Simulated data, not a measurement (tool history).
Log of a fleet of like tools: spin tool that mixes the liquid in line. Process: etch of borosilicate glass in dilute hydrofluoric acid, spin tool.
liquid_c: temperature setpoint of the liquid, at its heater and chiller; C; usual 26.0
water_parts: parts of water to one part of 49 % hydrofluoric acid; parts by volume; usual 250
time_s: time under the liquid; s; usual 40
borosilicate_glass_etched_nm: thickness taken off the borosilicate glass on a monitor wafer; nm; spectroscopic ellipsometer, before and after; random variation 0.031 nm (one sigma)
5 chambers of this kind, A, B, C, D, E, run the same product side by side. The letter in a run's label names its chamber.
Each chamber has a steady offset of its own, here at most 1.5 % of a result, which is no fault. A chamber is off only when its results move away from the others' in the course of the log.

run,hour,liquid_c,water_parts,time_s,hours since the thermometer was replaced,hours since the hydrofluoric acid flow meter was replaced,"read-back film thickness of the borosilicate glass reference wafer, read on the same gauge (nm)",borosilicate_glass_etched_nm
# hour 2.6: chamber E: thermometer replaced
1E,11.3,26.0,250,40,8.7,878.5,120.01,4.9182
2D,22.0,26.0,250,40,266.8,627.1,120.01,4.9826
3B,30.0,26.0,250,40,405.1,401.2,119.99,4.9243
4C,40.8,26.0,250,40,1492.3,702.0,120.01,4.9148
5A,51.6,26.0,250,40,962.6,171.7,120.02,4.8717
6D,60.5,24.5,170,40,305.3,665.6,120.02,7.5179
7E,71.1,24.5,170,40,68.5,938.3,120.00,7.4617
8A,80.9,24.5,170,40,991.9,201.0,120.00,7.3728
9B,89.1,24.5,170,40,464.2,460.3,120.01,7.4611
10C,99.5,24.5,170,40,1551.0,760.7,119.99,7.6697
11E,105.2,26.0,250,40,102.6,972.4,119.99,4.9397
12A,115.7,26.0,250,60,1026.7,235.8,119.99,7.2501
13B,123.2,26.0,250,60,498.3,494.4,120.00,7.2780
14D,130.2,26.0,250,60,375.0,735.3,120.01,7.2835
15C,136.2,26.0,250,60,1587.7,797.4,119.98,7.5033
16B,145.5,26.0,250,60,520.6,516.7,119.99,7.3669
17E,153.2,28.0,250,40,150.6,1020.4,120.00,5.1989
18C,158.9,28.0,250,40,1610.4,820.1,120.01,5.4150
19A,170.0,28.0,250,40,1081.0,290.1,119.99,5.3010
20D,178.0,28.0,250,40,422.8,783.1,120.00,5.2229
21D,184.5,28.0,250,40,429.3,789.6,120.00,5.2752
22A,195.9,26.0,250,40,1106.9,316.0,120.02,4.8902
23B,204.9,26.0,135,40,580.0,576.1,119.99,10.3190
24E,212.9,26.0,135,40,210.3,1080.1,119.99,10.2830
25C,223.2,26.0,135,40,1674.7,884.4,120.01,11.3640
26D,231.9,26.0,135,40,476.7,837.0,119.99,10.3620
27B,238.1,26.0,135,40,613.2,609.3,119.98,10.2540
28E,247.0,26.0,250,40,244.4,1114.2,119.99,4.9298
29A,255.5,26.0,250,40,1166.5,375.6,119.99,4.9015
30C,261.7,26.0,310,40,1713.2,922.9,120.00,3.9971
31C,268.6,26.0,310,40,1720.1,929.8,120.01,4.0007
32A,278.0,26.0,310,40,1189.0,398.1,119.99,3.7626
33D,288.2,26.0,310,40,533.0,893.3,120.00,3.7272
34B,295.4,26.0,310,40,670.5,666.6,119.98,3.7646
35E,300.7,26.0,250,40,298.1,1167.9,120.00,4.9067
36D,308.3,26.0,250,40,553.1,913.4,120.03,4.9120
37C,314.0,26.0,250,40,1765.5,975.2,120.03,5.3831

What goes on in this fleet: one chamber off, a drifting gauge, or nothing beyond the chambers' own small offsets? Name the chamber and the cause, if any.

Chamber C drifts away from the others.
Cause: liquid hotter than its thermometer reads (K) = 2.41.
The log may not tell that from: hydrofluoric acid flow above the setpoint (%).

Here are 4 candidates for chamber C's next run, each the usual settings with a change, their results left as question marks. Which one brings its results back in line with what the others give on the usual settings?
In line means no further than this from the other chambers' mean on the usual settings: borosilicate_glass_etched_nm 0.1100 nm
38C-1,322.6,26.0,260,40,,,,?
38C-2,322.6,29.0,250,40,,,,?
38C-3,322.6,26.0,240,40,,,,?
38C-4,322.6,26.0,270,40,,,,?

The other chambers' mean on the usual settings: borosilicate_glass_etched_nm 4.9080 nm
run,borosilicate_glass_etched_nm
38C-1,5.1143
38C-2,5.9529
38C-3,5.6748
38C-4,4.8675
38C-4 brings the chamber back in line.
